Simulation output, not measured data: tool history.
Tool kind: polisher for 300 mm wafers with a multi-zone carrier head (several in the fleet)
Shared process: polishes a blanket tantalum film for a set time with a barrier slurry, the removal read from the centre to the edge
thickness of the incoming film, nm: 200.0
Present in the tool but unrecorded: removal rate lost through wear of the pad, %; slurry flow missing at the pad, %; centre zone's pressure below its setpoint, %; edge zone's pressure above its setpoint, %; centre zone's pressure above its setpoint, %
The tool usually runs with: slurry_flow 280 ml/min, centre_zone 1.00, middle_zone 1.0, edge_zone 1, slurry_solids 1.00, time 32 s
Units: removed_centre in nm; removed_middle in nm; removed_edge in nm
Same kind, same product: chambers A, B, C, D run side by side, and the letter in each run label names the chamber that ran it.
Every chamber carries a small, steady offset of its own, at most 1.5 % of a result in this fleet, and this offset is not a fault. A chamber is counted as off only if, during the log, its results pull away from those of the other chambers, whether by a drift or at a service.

run,hour,slurry_flow,centre_zone,middle_zone,edge_zone,slurry_solids,time,wafers polished on this pad,hours since the slurry nozzle was cleaned,hours since the centre zone pressure was calibrated,hours since the edge zone pressure was calibrated,removed_centre,removed_middle,removed_edge
1D,3.3,280,1.00,1.0,1,1.00,32,402,23.1,694.4,436.9,63.832,63.868,64.163
2C,6.7,280,1.00,1.0,1,1.00,32,150,416.8,1349.5,1091.0,63.224,63.128,63.958
3A,10.9,280,1.00,1.0,1,1.00,32,511,420.1,238.7,427.9,63.060,64.596,62.072
4B,15.9,280,1.00,1.0,1,1.00,32,341,546.0,644.4,542.4,63.347,63.829,63.110
5A,20.0,280,1.00,1.0,1,1.00,32,582,429.2,247.8,437.0,62.640,63.042,62.738
6D,24.2,280,1.00,1.0,1,1.00,32,565,44.0,715.3,457.8,63.290,63.747,64.631
# hour 24.7: chamber A: slurry nozzle cleaned
7B,28.7,280,1.00,1.0,1,1.00,32,441,558.8,657.2,555.2,62.804,64.849,63.770
8C,32.1,355,0.89,1.0,1,1.00,32,348,442.2,1374.9,1116.4,58.336,64.631,64.387
9B,36.6,355,0.89,1.0,1,1.00,32,503,566.7,665.1,563.1,56.124,65.783,65.145
10D,39.6,355,0.89,1.0,1,1.00,32,685,59.4,730.7,473.2,56.857,65.089,65.598
11A,43.0,355,0.89,1.0,1,1.00,32,761,18.4,270.8,460.0,57.437,64.439,63.519
# hour 45.5: chamber B: slurry nozzle cleaned
12C,46.4,280,1.00,1.0,1,1.00,32,459,456.5,1389.2,1130.7,64.454,63.560,63.786
13B,50.1,280,1.00,1.0,1,1.00,32,608,4.6,678.6,576.6,62.404,64.640,63.720
14A,53.9,365,1.00,1.1,1,1.00,32,846,29.3,281.7,470.9,63.742,70.706,64.412
15D,56.7,365,1.00,1.1,1,1.00,32,818,76.5,747.8,490.3,63.653,70.775,63.979
16C,59.7,365,1.00,1.1,1,1.00,32,563,469.8,1402.5,1144.0,65.846,70.159,65.448
17D,62.0,365,1.00,1.1,1,1.00,32,860,81.8,753.1,495.6,62.671,71.699,65.338
# hour 63.3: chamber B: worn pad replaced by a new one
18A,66.5,280,1.00,1.0,1,1.00,32,945,41.9,294.3,483.5,64.210,62.779,63.189
# hour 69.1: chamber D: worn pad replaced by a new one
19B,69.6,280,1.00,1.0,1,1.00,32,49,24.1,698.1,596.1,62.752,63.772,63.607
# hour 73.1: chamber D: edge zone pressure recalibrated
20C,73.4,280,1.00,1.0,1,1.00,32,670,483.5,1416.2,1157.7,63.164,63.718,64.032
21A,76.9,280,1.00,1.0,1,1.25,32,1026,52.3,304.7,493.9,67.276,67.793,66.560
22C,80.3,280,1.00,1.0,1,1.25,32,724,490.4,1423.1,1164.6,68.372,68.119,66.763
# hour 82.2: chamber A: worn pad replaced by a new one
# hour 83.6: chamber C: edge zone pressure recalibrated
23D,83.9,280,1.00,1.0,1,1.25,32,115,103.7,775.0,10.8,62.179,66.634,67.845
24B,86.3,280,1.00,1.0,1,1.25,32,179,40.8,714.8,612.8,66.099,68.533,66.487
25B,90.7,280,1.00,1.0,1,1.00,32,214,45.2,719.2,617.2,62.206,64.122,63.757
26A,93.1,280,1.00,1.0,1,1.00,32,85,68.5,320.9,510.1,63.969,63.983,63.256
27C,95.6,280,1.00,1.0,1,1.00,32,843,505.7,1438.4,12.1,63.545,64.154,63.211

For the next run the whole fleet of 4 chambers uses the same settings. Give each chamber's results:
28A,99.3,280,1.00,1.0,1,1.00,32,,,,,?,?,?
28B,99.3,280,1.00,1.0,1,1.00,32,,,,,?,?,?
28C,99.3,280,1.00,1.0,1,1.00,32,,,,,?,?,?
28D,99.3,280,1.00,1.0,1,1.00,32,,,,,?,?,?

run,removed_centre,removed_middle,removed_edge
28A,63.655,64.079,62.336
28B,62.498,63.960,63.639
28C,63.359,63.021,63.551
28D,57.829,63.231,64.042
